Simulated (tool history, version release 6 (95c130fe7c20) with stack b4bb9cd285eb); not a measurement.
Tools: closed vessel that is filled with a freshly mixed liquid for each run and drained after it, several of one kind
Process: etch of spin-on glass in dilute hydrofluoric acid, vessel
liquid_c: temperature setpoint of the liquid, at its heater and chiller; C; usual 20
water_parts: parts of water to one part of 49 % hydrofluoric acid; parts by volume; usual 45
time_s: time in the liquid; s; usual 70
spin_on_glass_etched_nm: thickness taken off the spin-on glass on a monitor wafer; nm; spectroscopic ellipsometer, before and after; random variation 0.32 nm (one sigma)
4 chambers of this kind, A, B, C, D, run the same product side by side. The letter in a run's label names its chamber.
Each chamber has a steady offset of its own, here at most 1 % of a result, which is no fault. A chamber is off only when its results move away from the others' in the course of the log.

run,day,liquid_c,water_parts,time_s,hours since the thermometer was replaced,hours since the hydrofluoric acid flow meter was replaced,"read-back film thickness of the spin-on glass reference wafer, read on the same gauge (nm)",spin_on_glass_etched_nm
1B,0.208,20,45,70,760.8,678.9,100.02,49.643
2C,0.383,20,45,70,674,1272.9,100,49.575
3D,0.638,20,45,70,16.5,1231,99.984,49.333
4A,0.762,20,45,70,187.8,303.6,99.985,48.734
5C,0.896,20,45,70,686.3,1285.2,99.993,49.761
6D,1.033,20,45,70,26,1240.5,100.01,48.881
7A,1.158,18,60,70,197.3,313.1,100.02,33.442
8B,1.304,18,60,70,787.1,705.2,100.03,34.239
9B,1.417,18,60,70,789.8,707.9,99.98,34.239
10C,1.667,18,60,70,704.8,1303.7,100.01,33.58
11D,1.883,20,30,70,46.4,1260.9,99.928,74.677
12A,2.05,20,30,70,218.7,334.5,99.979,74.28
13D,2.175,20,30,70,53.4,1267.9,100.05,75.488
14A,2.342,20,30,70,225.7,341.5,99.983,74.256
15B,2.558,20,45,70,817.2,735.3,100.01,50.532
16C,2.708,20,45,70,729.8,1328.7,100.03,49.622
17B,2.888,20,45,70,825.1,743.2,100.05,49.487
18C,3.075,20,45,70,738.6,1337.5,99.986,49.599
19A,3.279,20,45,70,248.2,364,100.02,49.094
20D,3.508,20,45,70,85.4,1299.9,100,49.261
21A,3.729,20,45,70,259,374.8,100.04,48.877
22C,3.958,20,45,70,759.8,1358.7,99.953,48.903
23B,4.096,20,45,70,854.1,772.2,100.05,50.903
24D,4.208,20,45,70,102.2,1316.7,99.997,49.179
25C,4.454,20,45,70,771.7,1370.6,99.993,48.911
26D,4.7,20,45,70,114,1328.5,100,49.253
27B,4.833,20,45,70,871.8,789.9,99.988,52.521
28A,4.983,20,45,70,289.1,404.9,100,48.841
29B,5.204,20,45,70,880.7,798.8,100.02,52.483
30A,5.438,20,45,70,300,415.8,100.01,49.538
31D,5.571,20,45,70,134.9,1349.4,100.01,49.526
32C,5.742,20,45,70,802.6,1401.5,99.978,49.235
33C,5.996,20,45,70,808.7,1407.6,100.01,49.713
34D,6.117,20,35,70,148,1362.5,99.99,64.689
35A,6.242,20,35,70,319.3,435.1,99.993,63.626
36B,6.446,20,35,70,910.5,828.6,100.03,68.884
37D,6.675,20,35,70,161.4,1375.9,100.03,63.6

Is one chamber off against the others, does the gauge drift, or is nothing wrong? If a chamber is off, say which, and what the likeliest cause is.

Chamber B drifts away from the others.
Cause: liquid hotter than its thermometer reads (K) = 1.84.
The log may not tell that from: hydrofluoric acid flow above the setpoint (%).

Here are 4 candidates for chamber B's next run, each the usual settings with a change, their results left as question marks. Which one brings its results back in line with what the others give on the usual settings?
In line means no further than this from the other chambers' mean on the usual settings: spin_on_glass_etched_nm 1.1 nm
38B-1,6.858,19,45,70,,,,?
38B-2,6.858,20.5,45,75,,,,?
38B-3,6.858,21,45,70,,,,?
38B-4,6.858,19.5,45,65,,,,?

The other chambers' mean on the usual settings: spin_on_glass_etched_nm 49.25 nm
run,spin_on_glass_etched_nm
38B-1,51.804
38B-2,59.097
38B-3,56.298
38B-4,49.131
38B-4 brings the chamber back in line.

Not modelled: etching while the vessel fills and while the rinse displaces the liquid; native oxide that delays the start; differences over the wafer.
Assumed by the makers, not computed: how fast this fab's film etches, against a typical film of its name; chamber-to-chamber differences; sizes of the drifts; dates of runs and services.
